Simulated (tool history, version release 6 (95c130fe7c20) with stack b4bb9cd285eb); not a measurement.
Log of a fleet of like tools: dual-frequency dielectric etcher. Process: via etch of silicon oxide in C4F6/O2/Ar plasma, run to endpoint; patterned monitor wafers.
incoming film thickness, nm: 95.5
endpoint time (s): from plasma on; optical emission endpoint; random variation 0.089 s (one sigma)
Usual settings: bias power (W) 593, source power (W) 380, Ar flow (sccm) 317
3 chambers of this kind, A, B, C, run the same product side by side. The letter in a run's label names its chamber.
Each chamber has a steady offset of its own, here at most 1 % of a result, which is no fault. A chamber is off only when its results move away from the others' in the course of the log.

run,hour,bias power (W),source power (W),Ar flow (sccm),endpoint time (s)
1C,12.4,593,380,317,20.317
2A,19.5,593,380,317,20.595
3B,27.2,593,380,317,20.084
4B,39.6,593,380,317,20.195
5A,47,457,380,382,23.081
6C,53.3,457,380,382,22.915
7A,63.5,457,380,382,23.139
8C,72.3,593,380,317,20.203
9B,78.7,593,380,261,19.666
10A,91.4,593,380,261,19.945
11C,99,593,380,261,19.695
12B,105.2,593,380,317,20.057
13A,117.7,593,380,317,20.403
14B,124,593,380,317,20.091
# hour 133.1: chamber A: wet clean of the chamber
15C,134.7,593,380,317,20.357
# hour 140.3: chamber B: wet clean of the chamber
# hour 140.5: chamber C: wet clean of the chamber
16C,147,593,380,317,20.209
17A,154.1,593,320,375,23.063
# hour 166.6: chamber B: bias power generator calibrated
18B,166.9,593,320,375,21.912
19A,174.8,593,320,375,23.013
20C,181,503,440,317,20.423
21B,188.4,503,440,317,20.34
22B,197.6,503,440,317,20.298
23A,210.4,593,380,317,21.403
24C,216.6,593,380,317,20.274
25B,227.5,593,380,317,20.299
26A,235.5,715,330,317,20.886
27C,246.6,715,330,317,19.882
28A,252.7,715,330,317,20.629
29B,259.7,593,380,317,20.158
30C,270.2,593,380,317,20.254
31C,279.4,593,380,317,20.089
32A,291.1,593,380,317,21.49
33B,297.3,593,290,259,21.819

Next, every chamber runs the same settings. What will each give?
34A,306.6,731,380,317,?
34B,306.6,731,380,317,?
34C,306.6,731,380,317,?

run,endpoint time (s)
34A,19.647
34B,18.518
34C,18.447

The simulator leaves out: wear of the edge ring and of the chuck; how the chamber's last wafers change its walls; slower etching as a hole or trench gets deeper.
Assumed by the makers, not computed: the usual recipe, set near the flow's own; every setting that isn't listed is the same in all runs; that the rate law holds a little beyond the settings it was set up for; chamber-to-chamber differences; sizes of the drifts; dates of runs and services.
